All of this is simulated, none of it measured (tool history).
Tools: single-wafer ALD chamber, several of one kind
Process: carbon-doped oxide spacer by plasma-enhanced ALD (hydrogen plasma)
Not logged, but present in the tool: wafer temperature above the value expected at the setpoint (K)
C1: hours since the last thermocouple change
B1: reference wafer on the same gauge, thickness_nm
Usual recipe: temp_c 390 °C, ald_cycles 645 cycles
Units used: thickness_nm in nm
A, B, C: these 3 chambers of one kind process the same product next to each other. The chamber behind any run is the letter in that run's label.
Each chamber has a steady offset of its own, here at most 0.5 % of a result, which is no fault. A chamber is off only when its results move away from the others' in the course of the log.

run 1B hour=11.7 | temp_c=390 ald_cycles=645 | C1=390.9 | B1=37.887 | thickness_nm=32.272
run 2C hour=17.4 | temp_c=390 ald_cycles=645 | C1=129.3 | B1=37.895 | thickness_nm=32.406
run 3A hour=26.1 | temp_c=390 ald_cycles=645 | C1=2027.8 | B1=37.884 | thickness_nm=32.375
run 4B hour=33 | temp_c=390 ald_cycles=645 | C1=412.2 | B1=37.9 | thickness_nm=32.279
run 5A hour=43.9 | temp_c=376 ald_cycles=645 | C1=2045.6 | B1=37.889 | thickness_nm=32.374
run 6C hour=50 | temp_c=376 ald_cycles=645 | C1=161.9 | B1=37.894 | thickness_nm=32.494
run 7B hour=61.9 | temp_c=376 ald_cycles=645 | C1=441.1 | B1=37.891 | thickness_nm=32.28
run 8C hour=69.1 | temp_c=390 ald_cycles=645 | C1=181 | B1=37.907 | thickness_nm=32.406
run 9A hour=75.7 | temp_c=390 ald_cycles=645 | C1=2077.4 | B1=37.891 | thickness_nm=32.435
run 10B hour=81.7 | temp_c=390 ald_cycles=645 | C1=460.9 | B1=37.915 | thickness_nm=32.129
run 11C hour=87.5 | temp_c=390 ald_cycles=645 | C1=199.4 | B1=37.914 | thickness_nm=32.323
run 12A hour=95.5 | temp_c=390 ald_cycles=645 | C1=2097.2 | B1=37.895 | thickness_nm=32.419
run 13C hour=104.8 | temp_c=390 ald_cycles=645 | C1=216.7 | B1=37.899 | thickness_nm=32.471
run 14B hour=111.5 | temp_c=390 ald_cycles=645 | C1=490.7 | B1=37.907 | thickness_nm=32.258
run 15A hour=118.9 | temp_c=390 ald_cycles=645 | C1=2120.6 | B1=37.892 | thickness_nm=32.414
run 16C hour=126.4 | temp_c=390 ald_cycles=645 | C1=238.3 | B1=37.905 | thickness_nm=32.458
run 17B hour=135.6 | temp_c=390 ald_cycles=645 | C1=514.8 | B1=37.91 | thickness_nm=32.231
run 18A hour=146.8 | temp_c=397 ald_cycles=760 | C1=2148.5 | B1=37.899 | thickness_nm=38.137
run 19B hour=158.8 | temp_c=397 ald_cycles=760 | C1=538 | B1=37.885 | thickness_nm=37.863
run 20C hour=170.8 | temp_c=397 ald_cycles=760 | C1=282.7 | B1=37.916 | thickness_nm=38.097
run 21A hour=181.2 | temp_c=395 ald_cycles=523 | C1=2182.9 | B1=37.9 | thickness_nm=26.233
run 22C hour=190.9 | temp_c=395 ald_cycles=523 | C1=302.8 | B1=37.918 | thickness_nm=26.222
run 23B hour=197.3 | temp_c=395 ald_cycles=523 | C1=576.5 | B1=37.904 | thickness_nm=26.033
-- hour=201.2 chamber A: thermocouple changed; heater temperature recalibrated
run 24A hour=207 | temp_c=390 ald_cycles=645 | C1=5.8 | B1=37.876 | thickness_nm=32.407
run 25B hour=218.9 | temp_c=390 ald_cycles=645 | C1=598.1 | B1=37.916 | thickness_nm=32.177
run 26C hour=227.1 | temp_c=390 ald_cycles=645 | C1=339 | B1=37.904 | thickness_nm=32.32
run 27A hour=234 | temp_c=380 ald_cycles=710 | C1=32.8 | B1=37.914 | thickness_nm=35.607
run 28C hour=241.2 | temp_c=380 ald_cycles=710 | C1=353.1 | B1=37.889 | thickness_nm=35.612
run 29A hour=251.6 | temp_c=380 ald_cycles=710 | C1=50.4 | B1=37.889 | thickness_nm=35.577
run 30B hour=256.9 | temp_c=390 ald_cycles=645 | C1=636.1 | B1=37.902 | thickness_nm=32.259
run 31A hour=269 | temp_c=390 ald_cycles=645 | C1=67.8 | B1=37.888 | thickness_nm=32.506
run 32C hour=274.5 | temp_c=390 ald_cycles=590 | C1=386.4 | B1=37.916 | thickness_nm=29.486
run 33B hour=279.8 | temp_c=390 ald_cycles=590 | C1=659 | B1=37.914 | thickness_nm=29.51
run 34C hour=290.7 | temp_c=390 ald_cycles=590 | C1=402.6 | B1=37.908 | thickness_nm=29.692
run 35B hour=298.4 | temp_c=390 ald_cycles=645 | C1=677.6 | B1=37.901 | thickness_nm=32.269
run 36A hour=305 | temp_c=390 ald_cycles=524 | C1=103.8 | B1=37.886 | thickness_nm=26.353
run 37B hour=315 | temp_c=390 ald_cycles=524 | C1=694.2 | B1=37.87 | thickness_nm=26.23
run 38C hour=321.2 | temp_c=390 ald_cycles=524 | C1=433.1 | B1=37.904 | thickness_nm=26.396
run 39A hour=332.4 | temp_c=390 ald_cycles=645 | C1=131.2 | B1=37.894 | thickness_nm=32.238
run 40A hour=341.3 | temp_c=390 ald_cycles=645 | C1=140.1 | B1=37.909 | thickness_nm=32.32

What goes on in this fleet: one chamber off, a drifting gauge, or nothing beyond the chambers' own small offsets? Name the chamber and the cause, if any.

Nothing is wrong: each chamber keeps only its own small, steady offset and the gauge holds still.
